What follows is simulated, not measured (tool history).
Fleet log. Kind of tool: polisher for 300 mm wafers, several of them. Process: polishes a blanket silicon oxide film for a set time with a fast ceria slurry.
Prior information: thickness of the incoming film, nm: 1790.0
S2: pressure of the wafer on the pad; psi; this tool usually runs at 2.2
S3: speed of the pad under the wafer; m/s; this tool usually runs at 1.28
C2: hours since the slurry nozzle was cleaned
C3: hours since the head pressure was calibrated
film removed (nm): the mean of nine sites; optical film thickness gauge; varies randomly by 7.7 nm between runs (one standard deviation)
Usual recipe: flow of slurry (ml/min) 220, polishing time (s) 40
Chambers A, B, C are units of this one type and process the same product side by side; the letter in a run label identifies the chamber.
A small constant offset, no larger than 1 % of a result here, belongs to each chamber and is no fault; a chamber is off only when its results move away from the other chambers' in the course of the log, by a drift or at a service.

Run 1C, hour 3.3: usual settings; wafers polished on this pad 41; C2 445.6; C3 595.2. Result: film removed (nm) 681.14.
Run 2A, hour 6.5: usual settings; wafers polished on this pad 311; C2 204.6; C3 717.6. Result: film removed (nm) 676.32.
Run 3B, hour 9.1: usual settings; wafers polished on this pad 1070; C2 61.3; C3 106.4. Result: film removed (nm) 673.60.
At hour 12.3: chamber B: worn pad replaced by a new one.
Run 4C, hour 12.8: usual settings; wafers polished on this pad 134; C2 455.1; C3 604.7. Result: film removed (nm) 670.99.
Run 5B, hour 16.7: usual settings; wafers polished on this pad 43; C2 68.9; C3 114.0. Result: film removed (nm) 674.33.
Run 6A, hour 20.5: usual settings; wafers polished on this pad 448; C2 218.6; C3 731.6. Result: film removed (nm) 669.12.
Run 7C, hour 24.7: usual settings; wafers polished on this pad 250; C2 467.0; C3 616.6. Result: film removed (nm) 673.93.
Run 8A, hour 28.5: usual settings; wafers polished on this pad 526; C2 226.6; C3 739.6. Result: film removed (nm) 676.32.
Run 9B, hour 32.4: usual settings but flow of slurry (ml/min) 150; wafers polished on this pad 196; C2 84.6; C3 129.7. Result: film removed (nm) 635.41.
Run 10A, hour 36.8: usual settings but flow of slurry (ml/min) 150; wafers polished on this pad 607; C2 234.9; C3 747.9. Result: film removed (nm) 653.39.
Run 11C, hour 39.5: usual settings but flow of slurry (ml/min) 150; wafers polished on this pad 395; C2 481.8; C3 631.4. Result: film removed (nm) 638.92.
Run 12B, hour 44.0: usual settings; wafers polished on this pad 310; C2 96.2; C3 141.3. Result: film removed (nm) 673.54.
Run 13A, hour 48.1: usual settings; wafers polished on this pad 717; C2 246.2; C3 759.2. Result: film removed (nm) 694.21.
Run 14C, hour 51.4: usual settings; wafers polished on this pad 511; C2 493.7; C3 643.3. Result: film removed (nm) 667.45.
Run 15B, hour 54.9: usual settings; wafers polished on this pad 416; C2 107.1; C3 152.2. Result: film removed (nm) 686.22.
Run 16C, hour 57.5: usual settings; wafers polished on this pad 571; C2 499.8; C3 649.4. Result: film removed (nm) 668.72.
Run 17B, hour 61.9: usual settings; wafers polished on this pad 485; C2 114.1; C3 159.2. Result: film removed (nm) 677.73.
Run 18A, hour 64.0: usual settings; wafers polished on this pad 873; C2 262.1; C3 775.1. Result: film removed (nm) 674.82.
Run 19C, hour 66.3: usual settings; wafers polished on this pad 657; C2 508.6; C3 658.2. Result: film removed (nm) 657.39.
Run 20B, hour 68.4: usual settings; wafers polished on this pad 548; C2 120.6; C3 165.7. Result: film removed (nm) 671.17.
Run 21A, hour 72.6: usual settings; wafers polished on this pad 957; C2 270.7; C3 783.7. Result: film removed (nm) 672.75.
Run 22A, hour 76.6: usual settings; wafers polished on this pad 996; C2 274.7; C3 787.7. Result: film removed (nm) 659.51.
Run 23C, hour 79.5: usual settings; wafers polished on this pad 786; C2 521.8; C3 671.4. Result: film removed (nm) 667.53.
Run 24B, hour 82.3: usual settings; wafers polished on this pad 684; C2 134.5; C3 179.6. Result: film removed (nm) 667.03.
Run 25C, hour 85.8: usual settings but flow of slurry (ml/min) 150, S2 2.6 psi; wafers polished on this pad 847; C2 528.1; C3 677.7. Result: film removed (nm) 754.73.
Run 26B, hour 88.9: usual settings but flow of slurry (ml/min) 150, S2 2.6 psi; wafers polished on this pad 749; C2 141.1; C3 186.2. Result: film removed (nm) 761.93.
Run 27A, hour 92.5: usual settings but flow of slurry (ml/min) 150, S2 2.6 psi; wafers polished on this pad 1151; C2 290.6; C3 803.6. Result: film removed (nm) 745.04.
Run 28A, hour 96.9: usual settings but S3 1.64 m/s; wafers polished on this pad 1194; C2 295.0; C3 808.0. Result: film removed (nm) 874.93.
Run 29B, hour 100.2: usual settings but S3 1.64 m/s; wafers polished on this pad 859; C2 152.4; C3 197.5. Result: film removed (nm) 860.58.
Run 30C, hour 102.9: usual settings but S3 1.64 m/s; wafers polished on this pad 1015; C2 545.2; C3 694.8. Result: film removed (nm) 861.09.
Run 31B, hour 107.2: usual settings; wafers polished on this pad 927; C2 159.4; C3 204.5. Result: film removed (nm) 678.23.
Run 32C, hour 110.9: usual settings; wafers polished on this pad 1093; C2 553.2; C3 702.8. Result: film removed (nm) 678.56.
Run 33A, hour 115.3: usual settings; wafers polished on this pad 1374; C2 313.4; C3 826.4. Result: film removed (nm) 693.15.
Run 34B, hour 117.5: usual settings; wafers polished on this pad 1028; C2 169.7; C3 214.8. Result: film removed (nm) 681.56.
Run 35A, hour 120.0: usual settings but S2 1.8 psi, S3 1.42 m/s; wafers polished on this pad 1420; C2 318.1; C3 831.1. Result: film removed (nm) 607.57.
At hour 120.5: chamber C: worn pad replaced by a new one.
At hour 124.0: chamber B: worn pad replaced by a new one.
Run 36C, hour 124.5: usual settings but S2 1.8 psi, S3 1.42 m/s; wafers polished on this pad 40; C2 566.8; C3 716.4. Result: film removed (nm) 621.24.
At hour 127.7: chamber A: worn pad replaced by a new one.
Run 37C, hour 128.0: usual settings but S2 1.8 psi, S3 1.42 m/s; wafers polished on this pad 74; C2 570.3; C3 719.9. Result: film removed (nm) 623.40.
Run 38A, hour 131.1: usual settings; wafers polished on this pad 33; C2 329.2; C3 842.2. Result: film removed (nm) 672.62.
Run 39B, hour 135.0: usual settings; wafers polished on this pad 107; C2 187.2; C3 232.3. Result: film removed (nm) 678.16.
Run 40A, hour 139.4: usual settings; wafers polished on this pad 114; C2 337.5; C3 850.5. Result: film removed (nm) 679.49.
Run 41C, hour 141.6: usual settings; wafers polished on this pad 207; C2 583.9; C3 733.5. Result: film removed (nm) 671.98.
Run 42B, hour 145.1: usual settings; wafers polished on this pad 206; C2 197.3; C3 242.4. Result: film removed (nm) 678.26.

Predict what each chamber gives when all 3 of them run the settings below next.
Run 43A, hour 148.3: usual settings. Result: film removed (nm) ?.
Run 43B, hour 148.3: usual settings. Result: film removed (nm) ?.
Run 43C, hour 148.3: usual settings. Result: film removed (nm) ?.

run  film removed (nm)
43A             669.50
43B             674.84
43C             669.21
